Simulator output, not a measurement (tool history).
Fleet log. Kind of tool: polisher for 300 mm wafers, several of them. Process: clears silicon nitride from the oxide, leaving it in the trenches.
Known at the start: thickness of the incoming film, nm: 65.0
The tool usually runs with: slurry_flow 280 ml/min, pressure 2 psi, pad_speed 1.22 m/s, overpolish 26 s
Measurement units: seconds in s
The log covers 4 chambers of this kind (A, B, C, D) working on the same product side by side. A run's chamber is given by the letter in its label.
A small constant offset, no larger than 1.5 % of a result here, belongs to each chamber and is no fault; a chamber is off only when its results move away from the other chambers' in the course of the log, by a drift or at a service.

run	hour	slurry_flow	pressure	pad_speed	overpolish	wafers polished on this pad	hours since the slurry nozzle was cleaned	hours since the head pressure was calibrated	seconds
1A	7.5	280	2	1.22	26	224	135.6	49.6	104.110
2D	18.4	280	2	1.22	26	814	253.6	685.0	98.579
3B	25.2	280	2	1.22	26	773	223.0	162.4	101.750
4C	33.7	280	2	1.22	26	668	160.2	124.9	96.593
5B	42.0	280	2	1.22	26	949	239.8	179.2	100.350
6A	47.4	280	2	1.22	15	643	175.5	89.5	101.250
7C	56.3	280	2	1.22	15	905	182.8	147.5	99.295
8D	61.3	280	2	1.22	15	1264	296.5	727.9	98.854
# hour 62.3: chamber B: worn pad replaced by a new one
# hour 65.1: chamber A: worn pad replaced by a new one
9D	69.3	280	2	1.22	15	1348	304.5	735.9	100.560
10B	75.9	280	2	1.22	26	142	273.7	213.1	102.780
# hour 81.1: chamber D: worn pad replaced by a new one
11C	83.0	280	2	1.22	26	1185	209.5	174.2	101.990
12A	94.0	280	2	1.22	26	303	222.1	136.1	101.320
# hour 98.0: chamber D: slurry nozzle cleaned
13C	103.2	280	2	1.22	26	1397	229.7	194.4	102.490
14B	110.4	280	2	1.22	26	504	308.2	247.6	101.930
15A	118.2	280	2	1.22	26	557	246.3	160.3	103.920
# hour 125.7: chamber B: slurry nozzle cleaned
16D	128.0	280	2	1.22	26	492	30.1	794.6	98.741
17C	136.8	280	2	1.22	26	1749	263.3	228.0	104.830
18D	142.1	280	2	1.22	26	640	44.2	808.7	98.486
# hour 145.0: chamber A: worn pad replaced by a new one
19A	147.8	280	2	1.22	26	29	275.9	189.9	103.150
20B	155.9	280	2	1.22	26	982	30.3	293.1	100.300
21D	163.7	280	2	1.22	26	867	65.8	830.3	100.730
22B	171.5	280	2	1.22	26	1145	45.9	308.7	100.110
23A	177.1	280	2	1.22	36	337	305.2	219.2	104.990
24C	186.2	280	2	1.22	36	2268	312.7	277.4	106.730

Is one chamber off against the others, does the gauge drift, or is nothing wrong? If a chamber is off, say which, and what the likeliest cause is.

It is chamber C that slowly wanders off from its peers.
Likeliest cause: removal rate lost through wear of the pad, % = 9.34.
The log may not tell that from: head's pressure below its setpoint, %.

Here are 4 candidates for chamber C's next run, each the usual settings with a change, their results left as question marks. Which one brings its results back in line with what the others give on the usual settings?
Allowed miss from the other chambers' usual-settings mean, per result, to count as in line: seconds 4.200 s
25C-1	194.1	280	2.0	1.12	26				?
25C-2	194.1	280	2.3	1.22	26				?
25C-3	194.1	280	2.0	1.04	26				?
25C-4	194.1	280	2.0	1.32	26				?

Average result of the remaining chambers running the usual settings: seconds 101.130 s
run	seconds
25C-1	119.010
25C-2	94.970
25C-3	128.180
25C-4	100.940
25C-4 puts the chamber back in line with the other chambers.

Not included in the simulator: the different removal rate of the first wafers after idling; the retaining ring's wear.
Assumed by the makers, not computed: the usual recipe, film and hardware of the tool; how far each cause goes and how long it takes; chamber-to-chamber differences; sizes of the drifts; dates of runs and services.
